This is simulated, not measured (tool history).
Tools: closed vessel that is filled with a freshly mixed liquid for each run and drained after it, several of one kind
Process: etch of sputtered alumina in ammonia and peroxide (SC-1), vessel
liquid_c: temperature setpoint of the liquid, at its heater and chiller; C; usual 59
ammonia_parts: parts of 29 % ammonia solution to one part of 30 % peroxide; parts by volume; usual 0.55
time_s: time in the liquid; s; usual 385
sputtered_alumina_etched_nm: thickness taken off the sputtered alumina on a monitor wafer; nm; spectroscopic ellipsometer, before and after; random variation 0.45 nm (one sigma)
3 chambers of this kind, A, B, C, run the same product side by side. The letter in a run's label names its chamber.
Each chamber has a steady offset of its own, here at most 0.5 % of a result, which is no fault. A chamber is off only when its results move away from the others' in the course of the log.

| run | day | liquid_c | ammonia_parts | time_s | read-back film thickness of the sputtered alumina reference wafer, read on the same gauge (nm) | sputtered_alumina_etched_nm |
|---|---|---|---|---|---|---|
| 1A | 0.388 | 59 | 0.55 | 385 | 120.01 | 46.563 |
| 2B | 0.654 | 59 | 0.55 | 385 | 120.00 | 45.816 |
| 3C | 0.900 | 59 | 0.55 | 385 | 120.01 | 46.024 |
| 4A | 1.300 | 59 | 0.55 | 385 | 120.00 | 45.657 |
| 5C | 1.592 | 59 | 0.55 | 385 | 120.00 | 45.637 |
| 6B | 1.804 | 59 | 0.55 | 385 | 119.99 | 46.307 |
| 7A | 2.117 | 59 | 0.55 | 385 | 120.01 | 46.385 |
| 8B | 2.496 | 59 | 0.55 | 385 | 119.98 | 46.959 |
| 9C | 2.842 | 59 | 0.55 | 385 | 120.01 | 45.309 |
|  | 3.088 | chamber B: new drum of ammonia solution connected |
| 10C | 3.183 | 59 | 0.55 | 385 | 120.01 | 45.439 |
| 11B | 3.412 | 59 | 0.55 | 385 | 120.00 | 47.214 |
| 12A | 3.838 | 59 | 0.55 | 385 | 120.02 | 46.649 |
| 13A | 4.238 | 59 | 0.55 | 480 | 120.01 | 57.619 |
| 14C | 4.629 | 59 | 0.55 | 480 | 120.01 | 56.915 |
| 15B | 4.996 | 59 | 0.55 | 480 | 120.02 | 60.096 |
| 16A | 5.346 | 59 | 0.55 | 385 | 119.99 | 46.007 |
| 17B | 5.771 | 59 | 0.55 | 385 | 120.04 | 48.565 |
| 18C | 6.021 | 59 | 0.55 | 385 | 119.99 | 45.526 |
|  | 6.429 | chamber A: ammonia flow meter replaced |
| 19C | 6.433 | 59 | 0.55 | 385 | 119.96 | 45.502 |
| 20B | 6.683 | 59 | 0.55 | 385 | 120.00 | 49.629 |
| 21A | 6.996 | 59 | 0.55 | 385 | 120.04 | 46.610 |
| 22A | 7.200 | 59 | 0.55 | 385 | 120.04 | 45.754 |
| 23C | 7.492 | 59 | 0.55 | 385 | 120.03 | 44.637 |

Next, every chamber runs the same settings. What will each give?
| 24A | 7.808 | 59 | 0.55 | 255 |  | ? |
| 24B | 7.808 | 59 | 0.55 | 255 |  | ? |
| 24C | 7.808 | 59 | 0.55 | 255 |  | ? |

| run | sputtered_alumina_etched_nm |
|---|---|
| 24A | 30.167 |
| 24B | 33.041 |
| 24C | 29.938 |
